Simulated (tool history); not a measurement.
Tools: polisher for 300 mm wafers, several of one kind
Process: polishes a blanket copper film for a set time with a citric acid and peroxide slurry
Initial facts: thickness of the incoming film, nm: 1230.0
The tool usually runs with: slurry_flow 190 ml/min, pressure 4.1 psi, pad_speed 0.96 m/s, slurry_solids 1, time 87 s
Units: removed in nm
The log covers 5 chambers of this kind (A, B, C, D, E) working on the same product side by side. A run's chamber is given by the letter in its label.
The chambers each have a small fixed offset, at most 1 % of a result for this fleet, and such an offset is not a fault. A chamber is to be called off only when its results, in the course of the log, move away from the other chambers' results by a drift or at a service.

run   hour  slurry_flow  pressure  pad_speed  slurry_solids  time  removed
       5.1  -- chamber E: slurry blender recalibrated
 1D   11.5          190       4.1       0.96              1    87   250.03
      18.7  -- chamber E: worn pad replaced by a new one
 2B   23.2          190       4.1       0.96              1    87   237.23
      29.2  -- chamber D: worn pad replaced by a new one
 3A   29.6          190       4.1       0.96              1    87   248.42
      31.7  -- chamber D: slurry nozzle cleaned
      35.5  -- chamber C: slurry blender recalibrated
 4C   41.9          190       4.1       0.96              1    87   248.29
      43.5  -- chamber A: slurry blender recalibrated
 5E   53.3          190       4.1       0.96              1    87   237.27
      62.7  -- chamber A: worn pad replaced by a new one
 6D   62.8          190       4.1       0.96              1    87   248.23
      67.7  -- chamber D: head pressure recalibrated
      72.6  -- chamber B: slurry blender recalibrated
 7A   74.9          190       4.1       0.96              1    87   240.23
 8C   83.0          190       4.1       0.96              1    87   241.75
      89.7  -- chamber E: worn pad replaced by a new one
 9E   90.2          190       3.5       0.96              1    99   239.74
10B   98.0          190       3.5       0.96              1    99   240.61
11C  109.7          190       3.5       0.96              1    99   233.86
     116.3  -- chamber A: slurry nozzle cleaned
12B  117.8          190       3.5       0.96              1    99   229.31
13D  125.6          190       3.5       0.96              1    99   242.87
14A  135.8          190       4.1       0.96              1    87   244.00
15E  142.6          190       4.1       0.96              1    87   243.84
16B  149.7          155       4.1       0.96              1    70   187.16
     150.9  -- chamber D: worn pad replaced by a new one
17E  155.7          155       4.1       0.96              1    70   191.02
     156.1  -- chamber A: slurry blender recalibrated
18A  165.7          155       4.1       0.96              1    70   194.27
     167.5  -- chamber C: slurry blender recalibrated
     167.8  -- chamber A: worn pad replaced by a new one
     170.5  -- chamber E: worn pad replaced by a new one
19D  179.3          155       4.1       0.96              1    70   190.48
     183.6  -- chamber B: worn pad replaced by a new one
     191.5  -- chamber B: slurry nozzle cleaned
20C  192.9          155       4.1       0.96              1    70   184.81
     198.0  -- chamber C: head pressure recalibrated
     200.0  -- chamber D: slurry blender recalibrated
21E  200.9          190       4.1       0.96              1    87   245.57
22B  214.2          190       4.1       0.96              1    87   245.52
23A  227.9          190       4.1       0.96              1    87   239.67
24D  236.7          190       4.1       0.96              1    87   249.41
25C  249.2          190       4.1       0.96              1    87   231.49
     254.9  -- chamber E: worn pad replaced by a new one
26D  260.2          190       4.1       0.96              1    87   249.92
27A  268.6          190       4.1       0.96              1    87   247.60
     269.0  -- chamber A: slurry blender recalibrated
     276.5  -- chamber E: head pressure recalibrated
28E  281.7          190       4.1       0.96              1    87   242.69
     290.8  -- chamber A: worn pad replaced by a new one
29B  294.6          190       4.1       0.96              1    87   242.34
30C  306.7          190       4.1       0.96              1    87   230.21
     311.2  -- chamber C: slurry blender recalibrated
     316.7  -- chamber C: slurry nozzle cleaned
31E  318.3          190       4.1       0.96              1    87   241.76
32A  326.0          190       4.1       0.96              1    87   240.33
33C  334.8          190       4.1       0.96              1    87   225.33

What goes on in this fleet: one chamber off, a drifting gauge, or nothing beyond the chambers' own small offsets? Name the chamber and the cause, if any.

Little by little, chamber C moves away from the other chambers.
Most likely cause: removal rate lost through wear of the pad, % = 9.61.

Below are 4 candidate recipes for chamber C's next run, each the usual settings with a change, their results shown as question marks. Which of them brings C's results back in line with what the other chambers give on the usual settings?
Maximum distance from the other chambers' mean on the usual settings for a result to count as in line: removed 12.00 nm
34C-1  344.6          190       4.1       1.04              1    95        ?
34C-2  344.6          190       4.1       0.88              1    87        ?
34C-3  344.6          190       4.1       0.96              1    95        ?
34C-4  344.6          190       3.9       0.90              1    82        ?

Average result of the remaining chambers running the usual settings: removed 245.32 nm
  run  removed
34C-1   261.82
34C-2   203.55
34C-3   242.05
34C-4   186.77
34C-3 puts the chamber back in line with the other chambers.
